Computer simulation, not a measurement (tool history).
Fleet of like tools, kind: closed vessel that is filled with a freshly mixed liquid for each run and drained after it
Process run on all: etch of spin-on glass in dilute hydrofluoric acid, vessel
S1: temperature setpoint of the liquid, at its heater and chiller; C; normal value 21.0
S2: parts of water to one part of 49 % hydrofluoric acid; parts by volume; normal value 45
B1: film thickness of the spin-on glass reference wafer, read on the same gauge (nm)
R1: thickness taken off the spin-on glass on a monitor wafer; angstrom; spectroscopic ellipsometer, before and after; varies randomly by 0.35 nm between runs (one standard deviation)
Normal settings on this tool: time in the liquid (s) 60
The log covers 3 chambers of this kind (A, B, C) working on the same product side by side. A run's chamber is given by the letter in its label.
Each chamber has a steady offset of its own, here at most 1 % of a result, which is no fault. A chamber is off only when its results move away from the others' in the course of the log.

{"run": "1A", "day": 0.442, "S1": 21.0, "S2": 45, "time in the liquid (s)": 60, "B1": 130.0, "R1": 638.05}
{"run": "2B", "day": 0.954, "S1": 21.0, "S2": 45, "time in the liquid (s)": 60, "B1": 129.99, "R1": 629.19}
{"day": 1.004, "done": "chamber B: hydrofluoric acid flow meter replaced"}
{"run": "3C", "day": 1.412, "S1": 21.0, "S2": 45, "time in the liquid (s)": 60, "B1": 130.0, "R1": 637.7}
{"run": "4A", "day": 1.896, "S1": 21.0, "S2": 45, "time in the liquid (s)": 60, "B1": 130.01, "R1": 629.66}
{"run": "5B", "day": 2.308, "S1": 21.0, "S2": 45, "time in the liquid (s)": 60, "B1": 130.01, "R1": 630.23}
{"run": "6C", "day": 2.879, "S1": 21.0, "S2": 45, "time in the liquid (s)": 60, "B1": 130.0, "R1": 645.85}
{"run": "7A", "day": 3.283, "S1": 21.0, "S2": 45, "time in the liquid (s)": 60, "B1": 130.0, "R1": 639.48}
{"run": "8C", "day": 3.85, "S1": 21.0, "S2": 45, "time in the liquid (s)": 60, "B1": 129.99, "R1": 645.39}
{"run": "9B", "day": 4.462, "S1": 21.0, "S2": 45, "time in the liquid (s)": 60, "B1": 130.01, "R1": 634.1}
{"run": "10A", "day": 4.754, "S1": 21.0, "S2": 45, "time in the liquid (s)": 60, "B1": 130.0, "R1": 641.0}
{"run": "11C", "day": 5.375, "S1": 21.0, "S2": 45, "time in the liquid (s)": 60, "B1": 129.98, "R1": 643.87}
{"run": "12B", "day": 5.8, "S1": 21.0, "S2": 45, "time in the liquid (s)": 60, "B1": 130.01, "R1": 636.58}
{"run": "13C", "day": 6.117, "S1": 21.0, "S2": 45, "time in the liquid (s)": 60, "B1": 130.0, "R1": 642.6}
{"run": "14A", "day": 6.621, "S1": 21.0, "S2": 45, "time in the liquid (s)": 60, "B1": 130.0, "R1": 632.08}
{"run": "15B", "day": 6.908, "S1": 21.0, "S2": 45, "time in the liquid (s)": 60, "B1": 130.02, "R1": 635.84}
{"run": "16A", "day": 7.525, "S1": 21.0, "S2": 45, "time in the liquid (s)": 60, "B1": 129.99, "R1": 638.6}
{"run": "17B", "day": 8.054, "S1": 21.0, "S2": 45, "time in the liquid (s)": 60, "B1": 129.99, "R1": 635.53}
{"run": "18C", "day": 8.654, "S1": 21.0, "S2": 45, "time in the liquid (s)": 60, "B1": 130.0, "R1": 645.4}
{"run": "19C", "day": 9.025, "S1": 21.0, "S2": 45, "time in the liquid (s)": 60, "B1": 130.02, "R1": 641.56}
{"run": "20A", "day": 9.379, "S1": 21.0, "S2": 45, "time in the liquid (s)": 60, "B1": 130.01, "R1": 639.95}
{"run": "21B", "day": 9.7, "S1": 17.0, "S2": 45, "time in the liquid (s)": 40, "B1": 130.0, "R1": 357.82}
{"run": "22C", "day": 10.221, "S1": 17.0, "S2": 45, "time in the liquid (s)": 40, "B1": 130.0, "R1": 358.87}
{"run": "23B", "day": 10.504, "S1": 17.0, "S2": 45, "time in the liquid (s)": 40, "B1": 130.0, "R1": 356.49}
{"run": "24A", "day": 11.025, "S1": 21.0, "S2": 30, "time in the liquid (s)": 60, "B1": 130.0, "R1": 964.93}
{"run": "25C", "day": 11.383, "S1": 21.0, "S2": 30, "time in the liquid (s)": 60, "B1": 129.99, "R1": 980.57}
{"run": "26A", "day": 11.783, "S1": 21.0, "S2": 30, "time in the liquid (s)": 60, "B1": 130.01, "R1": 960.83}
{"run": "27B", "day": 12.288, "S1": 25.5, "S2": 45, "time in the liquid (s)": 30, "B1": 129.99, "R1": 384.17}
{"run": "28C", "day": 12.571, "S1": 25.5, "S2": 45, "time in the liquid (s)": 30, "B1": 130.02, "R1": 386.5}
{"run": "29B", "day": 12.925, "S1": 25.5, "S2": 45, "time in the liquid (s)": 30, "B1": 130.0, "R1": 385.92}
{"run": "30A", "day": 13.212, "S1": 21.0, "S2": 45, "time in the liquid (s)": 60, "B1": 130.02, "R1": 630.23}
{"run": "31A", "day": 13.696, "S1": 21.0, "S2": 45, "time in the liquid (s)": 60, "B1": 130.01, "R1": 638.72}
{"run": "32B", "day": 14.146, "S1": 18.5, "S2": 45, "time in the liquid (s)": 60, "B1": 130.01, "R1": 568.81}
{"run": "33C", "day": 14.65, "S1": 18.5, "S2": 45, "time in the liquid (s)": 60, "B1": 129.99, "R1": 579.62}
{"run": "34B", "day": 15.146, "S1": 18.5, "S2": 45, "time in the liquid (s)": 60, "B1": 130.0, "R1": 573.07}
{"run": "35A", "day": 15.496, "S1": 21.0, "S2": 45, "time in the liquid (s)": 60, "B1": 129.99, "R1": 634.16}
{"run": "36C", "day": 16.1, "S1": 21.0, "S2": 45, "time in the liquid (s)": 60, "B1": 130.0, "R1": 642.3}
{"run": "37B", "day": 16.533, "S1": 25.0, "S2": 40, "time in the liquid (s)": 60, "B1": 130.02, "R1": 858.53}
{"run": "38C", "day": 16.833, "S1": 25.0, "S2": 40, "time in the liquid (s)": 60, "B1": 130.02, "R1": 861.77}
{"day": 17.1, "done": "chamber A: thermometer replaced"}
{"run": "39A", "day": 17.171, "S1": 25.0, "S2": 40, "time in the liquid (s)": 60, "B1": 129.98, "R1": 854.94}
{"run": "40A", "day": 17.492, "S1": 21.0, "S2": 45, "time in the liquid (s)": 60, "B1": 130.02, "R1": 639.87}

Next, all 3 chambers run the settings below, one line each with question marks for the results. What does each chamber give?
{"run": "41A", "day": 17.946, "S1": 21.0, "S2": 45, "time in the liquid (s)": 60, "R1": "?"}
{"run": "41B", "day": 17.946, "S1": 21.0, "S2": 45, "time in the liquid (s)": 60, "R1": "?"}
{"run": "41C", "day": 17.946, "S1": 21.0, "S2": 45, "time in the liquid (s)": 60, "R1": "?"}

run=41A R1=641.82
run=41B R1=637.34
run=41C R1=647.85
